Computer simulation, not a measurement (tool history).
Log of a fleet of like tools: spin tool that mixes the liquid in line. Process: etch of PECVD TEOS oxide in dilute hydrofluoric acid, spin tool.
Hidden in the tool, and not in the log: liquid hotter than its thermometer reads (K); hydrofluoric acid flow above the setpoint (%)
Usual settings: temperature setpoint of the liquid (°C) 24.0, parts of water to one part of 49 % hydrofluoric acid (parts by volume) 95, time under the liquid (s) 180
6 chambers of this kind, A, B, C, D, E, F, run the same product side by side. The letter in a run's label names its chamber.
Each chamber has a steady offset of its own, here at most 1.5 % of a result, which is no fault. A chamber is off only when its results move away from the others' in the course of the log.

run	day	temperature setpoint of the liquid (°C)	parts of water to one part of 49 % hydrofluoric acid (parts by volume)	time under the liquid (s)	hours since the thermometer was replaced	hours since the hydrofluoric acid flow meter was replaced	read-back film thickness of the PECVD TEOS oxide reference wafer, read on the same gauge (nm)	thickness taken off the PECVD TEOS oxide on a monitor wafer (angstrom)
1A	0.225	24.0	95	180	1205.6	1198.4	79.998	205.40
2B	0.412	24.0	95	180	682.5	285.0	79.970	203.34
3F	0.583	24.0	95	180	666.1	1083.5	79.981	204.61
4C	0.767	24.0	95	180	820.6	329.9	80.012	202.94
5D	0.967	24.0	95	180	404.3	436.2	79.982	203.93
6E	1.104	24.0	95	180	849.9	1023.7	80.015	206.33
7B	1.300	24.0	95	180	703.8	306.3	79.996	202.77
8D	1.458	24.0	95	180	416.1	448.0	79.970	204.30
9F	1.671	24.0	95	180	692.2	1109.6	79.960	204.41
10E	1.812	24.0	95	180	866.9	1040.7	80.059	206.54
11C	2.042	24.0	95	180	851.2	360.5	79.990	202.58
12A	2.246	24.0	95	180	1254.1	1246.9	79.985	205.56
13E	2.475	24.0	95	180	882.8	1056.6	79.971	206.55
14A	2.700	24.0	95	180	1265.0	1257.8	79.990	205.16
15B	2.904	28.5	95	225	742.3	344.8	79.991	301.68
16C	3.075	28.5	95	225	876.0	385.3	80.017	299.99
17D	3.254	28.5	95	225	459.2	491.1	80.007	307.46
18F	3.367	28.5	95	225	732.9	1150.3	80.001	305.91
19C	3.496	28.5	95	225	886.1	395.4	79.991	303.12
20F	3.625	28.5	95	225	739.1	1156.5	80.004	305.51
21E	3.729	24.0	95	180	912.9	1086.7	80.014	206.02
22D	3.925	24.0	95	180	475.3	507.2	79.982	207.27
23B	4.046	24.0	95	180	769.7	372.2	80.010	203.01
24A	4.150	24.0	95	180	1299.8	1292.6	80.023	206.02
25F	4.258	24.0	140	215	754.3	1171.7	79.999	159.53
26E	4.388	24.0	140	215	928.7	1102.5	79.977	159.51
27C	4.608	24.0	140	215	912.8	422.1	79.976	156.62
# day 4.612: chamber E: thermometer replaced
28D	4.817	24.0	140	215	496.7	528.6	79.973	159.34
29A	4.958	24.0	140	215	1319.2	1312.0	80.020	158.56
30B	5.158	24.0	140	215	796.4	398.9	79.979	155.31
31A	5.383	24.0	95	180	1329.4	1322.2	80.009	204.42
32D	5.504	24.0	95	180	513.2	545.1	79.996	208.89
33E	5.662	24.0	95	180	25.3	1133.1	79.992	205.74
34F	5.825	20.5	125	180	791.9	1209.3	80.036	131.38
35C	5.979	20.5	125	180	945.7	455.0	80.016	128.97
36B	6.167	20.5	125	180	820.6	423.1	80.008	129.22
# day 6.233: chamber A: hydrofluoric acid flow meter replaced
37B	6.346	20.5	125	180	824.9	427.4	79.980	130.26
38D	6.538	20.5	125	180	538.0	569.9	80.015	135.09
39A	6.746	20.5	125	180	1362.1	12.3	79.939	131.05
40F	6.938	24.0	95	180	818.6	1236.0	79.985	206.29
41E	7.067	24.0	95	180	59.0	1166.8	80.032	205.80
42C	7.221	24.0	95	180	975.5	484.8	79.947	203.33
43F	7.446	24.0	95	180	830.8	1248.2	80.059	204.38

All 6 chambers run these settings next. Forecast each chamber's results:
44A	7.608	27.5	95	180				?
44B	7.608	27.5	95	180				?
44C	7.608	27.5	95	180				?
44D	7.608	27.5	95	180				?
44E	7.608	27.5	95	180				?
44F	7.608	27.5	95	180				?

run	thickness taken off the PECVD TEOS oxide on a monitor wafer (angstrom)
44A	235.61
44B	234.06
44C	232.74
44D	242.56
44E	236.33
44F	234.70
